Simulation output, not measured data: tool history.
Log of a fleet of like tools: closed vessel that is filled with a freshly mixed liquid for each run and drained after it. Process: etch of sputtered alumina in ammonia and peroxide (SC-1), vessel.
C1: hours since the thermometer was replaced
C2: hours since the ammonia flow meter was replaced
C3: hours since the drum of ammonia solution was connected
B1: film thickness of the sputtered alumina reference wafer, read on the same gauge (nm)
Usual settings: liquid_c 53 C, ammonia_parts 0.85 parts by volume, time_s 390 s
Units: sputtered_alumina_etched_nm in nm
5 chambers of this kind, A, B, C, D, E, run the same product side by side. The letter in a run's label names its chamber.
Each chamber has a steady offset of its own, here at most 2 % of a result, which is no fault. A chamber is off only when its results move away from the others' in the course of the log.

Run 1C, hour 4.9: usual settings; C1 1055.8; C2 342.2; C3 254.7; B1 69.995. Result: sputtered_alumina_etched_nm 22.118 nm.
Run 2A, hour 10.3: usual settings; C1 542.3; C2 439.7; C3 638.9; B1 69.999. Result: sputtered_alumina_etched_nm 21.554 nm.
Run 3E, hour 15.4: usual settings; C1 626.5; C2 603.3; C3 696.6; B1 70.009. Result: sputtered_alumina_etched_nm 22.244 nm.
Run 4D, hour 19: usual settings; C1 1079.8; C2 570.9; C3 398.2; B1 69.998. Result: sputtered_alumina_etched_nm 21.88 nm.
Run 5B, hour 22: usual settings; C1 1359.3; C2 170.3; C3 581.6; B1 70.002. Result: sputtered_alumina_etched_nm 21.715 nm.
Run 6B, hour 25.5: usual settings; C1 1362.8; C2 173.8; C3 585.1; B1 70.021. Result: sputtered_alumina_etched_nm 21.789 nm.
Run 7E, hour 28.6: usual settings; C1 639.7; C2 616.5; C3 709.8; B1 70.017. Result: sputtered_alumina_etched_nm 21.953 nm.
Run 8D, hour 33: usual settings but time_s 585 s; C1 1093.8; C2 584.9; C3 412.2; B1 69.987. Result: sputtered_alumina_etched_nm 33.291 nm.
Run 9A, hour 35.9: usual settings but time_s 585 s; C1 567.9; C2 465.3; C3 664.5; B1 69.978. Result: sputtered_alumina_etched_nm 32.462 nm.
Run 10C, hour 39.4: usual settings but time_s 585 s; C1 1090.3; C2 376.7; C3 289.2; B1 70.017. Result: sputtered_alumina_etched_nm 33.348 nm.
Run 11D, hour 45.3: usual settings but time_s 585 s; C1 1106.1; C2 597.2; C3 424.5; B1 69.953. Result: sputtered_alumina_etched_nm 32.659 nm.
Run 12B, hour 48.7: usual settings but time_s 585 s; C1 1386; C2 197; C3 608.3; B1 70.009. Result: sputtered_alumina_etched_nm 32.809 nm.
Run 13E, hour 51.7: usual settings; C1 662.8; C2 639.6; C3 732.9; B1 69.995. Result: sputtered_alumina_etched_nm 21.765 nm.
Run 14A, hour 55.6: usual settings; C1 587.6; C2 485; C3 684.2; B1 70.002. Result: sputtered_alumina_etched_nm 21.489 nm.
Run 15C, hour 61.5: usual settings but liquid_c 47 C, time_s 585 s; C1 1112.4; C2 398.8; C3 311.3; B1 69.992. Result: sputtered_alumina_etched_nm 23.554 nm.
Run 16B, hour 65.7: usual settings but liquid_c 47 C, time_s 585 s; C1 1403; C2 214; C3 625.3; B1 70.011. Result: sputtered_alumina_etched_nm 23.383 nm.
Run 17D, hour 70.4: usual settings but liquid_c 47 C, time_s 585 s; C1 1131.2; C2 622.3; C3 449.6; B1 70.001. Result: sputtered_alumina_etched_nm 23.583 nm.
Run 18E, hour 74.3: usual settings but liquid_c 47 C, time_s 585 s; C1 685.4; C2 662.2; C3 755.5; B1 70.003. Result: sputtered_alumina_etched_nm 23.999 nm.
Run 19A, hour 77.5: usual settings but liquid_c 47 C, time_s 585 s; C1 609.5; C2 506.9; C3 706.1; B1 70.01. Result: sputtered_alumina_etched_nm 22.85 nm.
Run 20C, hour 82.7: usual settings but ammonia_parts 0.7 parts by volume, time_s 580 s; C1 1133.6; C2 420; C3 332.5; B1 70.01. Result: sputtered_alumina_etched_nm 32.178 nm.
At hour 84.5: chamber B: new drum of ammonia solution connected.
Run 21C, hour 88.4: usual settings but ammonia_parts 0.7 parts by volume, time_s 580 s; C1 1139.3; C2 425.7; C3 338.2; B1 69.988. Result: sputtered_alumina_etched_nm 31.75 nm.
Run 22D, hour 92.9: usual settings but ammonia_parts 0.7 parts by volume, time_s 580 s; C1 1153.7; C2 644.8; C3 472.1; B1 69.991. Result: sputtered_alumina_etched_nm 31.521 nm.
Run 23A, hour 97.1: usual settings but ammonia_parts 0.7 parts by volume, time_s 580 s; C1 629.1; C2 526.5; C3 725.7; B1 69.964. Result: sputtered_alumina_etched_nm 30.616 nm.
Run 24E, hour 101.3: usual settings but ammonia_parts 0.7 parts by volume, time_s 580 s; C1 712.4; C2 689.2; C3 782.5; B1 70.013. Result: sputtered_alumina_etched_nm 32.691 nm.
Run 25B, hour 104.1: usual settings but ammonia_parts 0.7 parts by volume, time_s 285 s; C1 1441.4; C2 252.4; C3 19.6; B1 70.006. Result: sputtered_alumina_etched_nm 15.463 nm.
Run 26C, hour 109.9: usual settings but ammonia_parts 0.7 parts by volume, time_s 285 s; C1 1160.8; C2 447.2; C3 359.7; B1 69.993. Result: sputtered_alumina_etched_nm 15.873 nm.
Run 27B, hour 114.2: usual settings but ammonia_parts 0.7 parts by volume, time_s 285 s; C1 1451.5; C2 262.5; C3 29.7; B1 70.015. Result: sputtered_alumina_etched_nm 15.688 nm.
Run 28A, hour 118.3: usual settings but ammonia_parts 0.7 parts by volume, time_s 285 s; C1 650.3; C2 547.7; C3 746.9; B1 69.999. Result: sputtered_alumina_etched_nm 14.586 nm.
Run 29E, hour 120.9: usual settings but ammonia_parts 0.7 parts by volume, time_s 285 s; C1 732; C2 708.8; C3 802.1; B1 70.004. Result: sputtered_alumina_etched_nm 15.913 nm.
Run 30D, hour 125.4: usual settings; C1 1186.2; C2 677.3; C3 504.6; B1 69.967. Result: sputtered_alumina_etched_nm 21.635 nm.
At hour 127.8: chamber C: new drum of ammonia solution connected.
Run 31E, hour 128.1: usual settings; C1 739.2; C2 716; C3 809.3; B1 69.984. Result: sputtered_alumina_etched_nm 21.959 nm.
Run 32D, hour 132.2: usual settings; C1 1193; C2 684.1; C3 511.4; B1 69.99. Result: sputtered_alumina_etched_nm 21.759 nm.
At hour 134.9: chamber C: ammonia flow meter replaced.
Run 33B, hour 136.4: usual settings; C1 1473.7; C2 284.7; C3 51.9; B1 69.978. Result: sputtered_alumina_etched_nm 21.642 nm.
Run 34A, hour 141.3: usual settings; C1 673.3; C2 570.7; C3 769.9; B1 69.985. Result: sputtered_alumina_etched_nm 20.638 nm.
Run 35C, hour 144.4: usual settings; C1 1195.3; C2 9.5; C3 16.6; B1 70.038. Result: sputtered_alumina_etched_nm 22.387 nm.
Run 36E, hour 148.4: usual settings; C1 759.5; C2 736.3; C3 829.6; B1 69.982. Result: sputtered_alumina_etched_nm 22.458 nm.
Run 37A, hour 151.6: usual settings; C1 683.6; C2 581; C3 780.2; B1 69.952. Result: sputtered_alumina_etched_nm 20.109 nm.

All 5 chambers run these settings next. Forecast each chamber's results:
Run 38A, hour 155.9: usual settings but time_s 505 s. Result: sputtered_alumina_etched_nm ?.
Run 38B, hour 155.9: usual settings but time_s 505 s. Result: sputtered_alumina_etched_nm ?.
Run 38C, hour 155.9: usual settings but time_s 505 s. Result: sputtered_alumina_etched_nm ?.
Run 38D, hour 155.9: usual settings but time_s 505 s. Result: sputtered_alumina_etched_nm ?.
Run 38E, hour 155.9: usual settings but time_s 505 s. Result: sputtered_alumina_etched_nm ?.

run  sputtered_alumina_etched_nm
38A                       25.804
38B                       27.957
38C                       28.766
38D                       28.271
38E                       28.644
